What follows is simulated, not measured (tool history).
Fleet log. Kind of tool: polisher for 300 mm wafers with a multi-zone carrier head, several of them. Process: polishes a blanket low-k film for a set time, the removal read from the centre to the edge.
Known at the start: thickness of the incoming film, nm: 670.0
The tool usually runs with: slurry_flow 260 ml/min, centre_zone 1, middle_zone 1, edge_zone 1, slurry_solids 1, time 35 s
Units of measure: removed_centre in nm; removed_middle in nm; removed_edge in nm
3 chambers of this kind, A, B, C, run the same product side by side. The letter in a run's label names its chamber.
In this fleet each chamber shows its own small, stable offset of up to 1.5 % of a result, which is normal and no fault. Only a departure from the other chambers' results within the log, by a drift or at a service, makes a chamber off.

run     day  slurry_flow  centre_zone  middle_zone  edge_zone  slurry_solids  time  removed_centre  removed_middle  removed_edge
 1C   0.288          260            1            1          1              1    35          10.084          9.8933        10.109
      0.642  -- chamber C: worn pad replaced by a new one
 2A   0.779          260            1            1          1              1    35          10.296          10.087        10.053
       0.85  -- chamber C: edge zone pressure recalibrated
 3B    1.25          260            1            1          1              1    35          10.115          10.111        9.9663
 4A   1.642          260            1            1          1              1    35          10.071          10.056        10.176
 5C   2.096          260            1            1          1              1    35           10.41          9.9516        10.167
      2.175  -- chamber B: worn pad replaced by a new one
 6B   2.596          260            1            1          1              1    35          10.059          10.282        10.393
      2.967  -- chamber A: worn pad replaced by a new one
 7A   3.004          260            1            1          1              1    35          10.167          10.118        10.025
 8B   3.508          260            1            1          1              1    35          9.8504            10.2        10.117
      3.779  -- chamber B: slurry nozzle cleaned
 9C   3.954          260            1            1          1              1    35          10.301          10.023        9.9507
10B   4.333          260            1         0.95          1              1    35          10.034          9.5666        10.228
11A   4.567          260            1         0.95          1              1    35          10.329          9.5193        10.172
12C   5.021          260            1         0.95          1              1    35          10.179          9.4967        10.319
13A   5.404          260            1            1          1              1    35          10.244           9.953        10.229
      5.446  -- chamber B: centre zone pressure recalibrated
      5.558  -- chamber C: worn pad replaced by a new one
14B   5.754          260            1            1          1              1    35          10.317          10.314        10.157
15C   6.096          260            1            1          1              1    35          10.558          10.019         10.23
      6.404  -- chamber C: slurry nozzle cleaned
16A    6.55          260            1            1          1              1    35          10.403          9.9671        10.062
      6.879  -- chamber A: edge zone pressure recalibrated
17B   6.879          260            1            1          1              1    35          10.021          10.216        10.124
18C   7.179          260            1            1          1              1    35          10.517          9.9269         9.917
      7.308  -- chamber A: worn pad replaced by a new one
19A   7.404          260            1            1          1              1    35          10.131          9.9374        10.269
20B    7.75          260            1            1          1              1    35          10.078          10.095        10.214
21C   8.117          260            1            1          1              1    35          10.603          9.9998        10.016
       8.15  -- chamber B: worn pad replaced by a new one
22A   8.371          260            1            1          1              1    35           10.17          10.091        10.315
23C   8.721          260            1            1          1              1    35          10.543          9.8601        10.132
24B   9.121          290            1            1          1              1    35          10.197          10.304        9.7328
25A    9.55          290            1            1          1              1    35          10.457          10.037        10.406
      9.646  -- chamber C: worn pad replaced by a new one
26B   9.871          290            1            1          1              1    35          9.9766          10.216        10.169
27C  10.208          260            1            1          1              1    35          10.846          10.018        10.265
28A  10.608          260            1            1          1              1    35          10.269          10.012        10.062
29B  10.921          260            1            1          1              1    35          9.9285          10.201        9.9109
30C  11.312          260            1            1          1              1    35          10.776          10.017        9.9667
     11.446  -- chamber A: slurry nozzle cleaned
31C  11.658          260            1            1          1              1    26          8.0015          7.3919         7.623
32B  11.942          260            1            1          1              1    26          7.4761          7.4505        7.6484
     12.175  -- chamber A: worn pad replaced by a new one
33A  12.396          260            1            1          1              1    26          7.6415          7.4868        7.4943
34B  12.683          260            1            1          1              1    35           10.22           10.21        9.8506
35A  12.938          260            1            1          1              1    35          10.146          9.9229        10.103

Is one chamber out of step, is the gauge drifting, or do the chambers differ by no more than their own small offsets? For an off chamber, give its letter and the likeliest cause.

It is chamber C that slowly wanders off from its peers.
Most likely cause: centre zone's pressure above its setpoint, % = 7.24.

Chamber C could run next with any of the 4 candidate recipes listed below; each alters the usual settings, and their results appear as question marks. Which one brings its results back in line with what the other chambers deliver on the usual settings?
A result is in line if it is within this distance of the other chambers' mean on the usual settings: removed_centre 0.36 nm; removed_middle 0.27 nm; removed_edge 0.53 nm
36C-1  13.304          265         1.11         0.94       0.98              1    36               ?               ?             ?
36C-2  13.304          255         0.89         1.05       1.02              1    35               ?               ?             ?
36C-3  13.304          265         1.06         0.97       0.99              1    35               ?               ?             ?
36C-4  13.304          255         0.94         1.03       1.01              1    35               ?               ?             ?

Average result of the remaining chambers running the usual settings: removed_centre 10.153 nm; removed_middle 10.106 nm; removed_edge 10.133 nm
  run  removed_centre  removed_middle  removed_edge
36C-1          12.582          9.6666         10.43
36C-2          9.6055          10.357        10.303
36C-3          11.647           9.671        10.189
36C-4           10.19          10.175        10.253
It is 36C-4 that realigns the chamber with its peers.
